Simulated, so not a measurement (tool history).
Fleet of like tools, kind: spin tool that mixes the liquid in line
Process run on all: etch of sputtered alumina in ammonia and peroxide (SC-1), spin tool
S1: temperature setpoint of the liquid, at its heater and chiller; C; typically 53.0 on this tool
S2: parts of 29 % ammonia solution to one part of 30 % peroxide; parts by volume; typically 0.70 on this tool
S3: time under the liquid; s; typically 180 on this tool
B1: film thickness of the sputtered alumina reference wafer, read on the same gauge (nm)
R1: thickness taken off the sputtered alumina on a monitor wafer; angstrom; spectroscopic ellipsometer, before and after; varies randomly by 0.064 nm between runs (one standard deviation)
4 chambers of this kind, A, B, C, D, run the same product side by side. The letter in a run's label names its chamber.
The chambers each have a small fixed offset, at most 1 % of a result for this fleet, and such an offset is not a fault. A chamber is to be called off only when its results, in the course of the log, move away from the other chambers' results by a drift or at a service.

run   hour    S1    S2   S3      B1      R1
 1B    7.2  53.0  0.70  180  30.053  77.141
 2A   14.8  53.0  0.70  180  29.992  77.445
 3D   22.0  53.0  0.70  180  29.992  76.433
 4C   26.7  53.0  0.70  180  30.017  77.396
 5C   31.4  53.0  0.70  180  29.990  79.515
 6D   39.8  53.0  0.70  130  30.003  54.983
 7B   49.2  53.0  0.70  130  29.993  55.800
 8A   55.1  53.0  0.70  130  29.992  56.494
 9D   59.8  53.0  0.70  130  29.983  55.031
10A   68.4  48.5  0.70  240  29.966  81.638
11C   73.1  48.5  0.70  240  29.988  79.805
12B   79.5  48.5  0.70  240  29.995  80.523
13B   88.8  48.5  0.70  240  29.996  80.757
      94.2  -- chamber C: new drum of ammonia solution connected
14C   94.9  53.0  0.70  180  29.996  78.203
15D  103.3  53.0  0.70  180  29.957  78.152
16A  110.3  53.0  0.70  180  29.977  78.972
17D  116.3  53.0  0.35  180  29.974  71.504
     122.0  -- chamber B: thermometer replaced
18B  125.7  53.0  0.35  180  30.026  71.407
19C  133.3  53.0  0.35  180  29.988  73.472
     137.8  -- chamber A: new drum of ammonia solution connected
20A  138.8  53.0  0.35  180  29.979  72.529
21A  145.7  53.0  0.70  180  30.015  77.723
22D  154.1  53.0  0.85  180  29.990  77.920
23B  161.3  53.0  0.85  180  29.984  74.958
24C  168.9  53.0  0.85  180  29.996  78.672
25B  177.9  53.0  0.85  180  29.993  73.941
26A  184.1  48.0  0.70  180  29.988  59.097
27D  191.9  48.0  0.70  180  30.015  58.698
28C  200.4  48.0  0.70  180  30.016  59.757
29D  205.7  48.0  0.70  180  29.981  58.763
30B  210.7  53.0  0.70  180  29.981  71.687

Is one chamber off against the others, does the gauge drift, or is nothing wrong? If a chamber is off, say which, and what the likeliest cause is.

It is chamber B that slowly wanders off from its peers.
Most likely cause: temperature lost on the way to the wafer (K) = 1.5.

Chamber B could run next with any of the 4 candidate recipes listed below; each alters the usual settings, and their results appear as question marks. Which one brings its results back in line with what the other chambers deliver on the usual settings?
In-line tolerance around the mean of the other chambers on the usual settings: R1 2.200 angstrom
31B-1  218.2  52.0  0.70  165       ?
31B-2  218.2  54.5  0.70  180       ?
31B-3  218.2  53.0  0.70  210       ?
31B-4  218.2  51.5  0.70  180       ?

Usual-settings mean across the other chambers: R1 77.504 angstrom
  run      R1
31B-1  62.217
31B-2  77.790
31B-3  83.630
31B-4  66.035
31B-2 is the one that brings the chamber's results back in line with the other chambers.
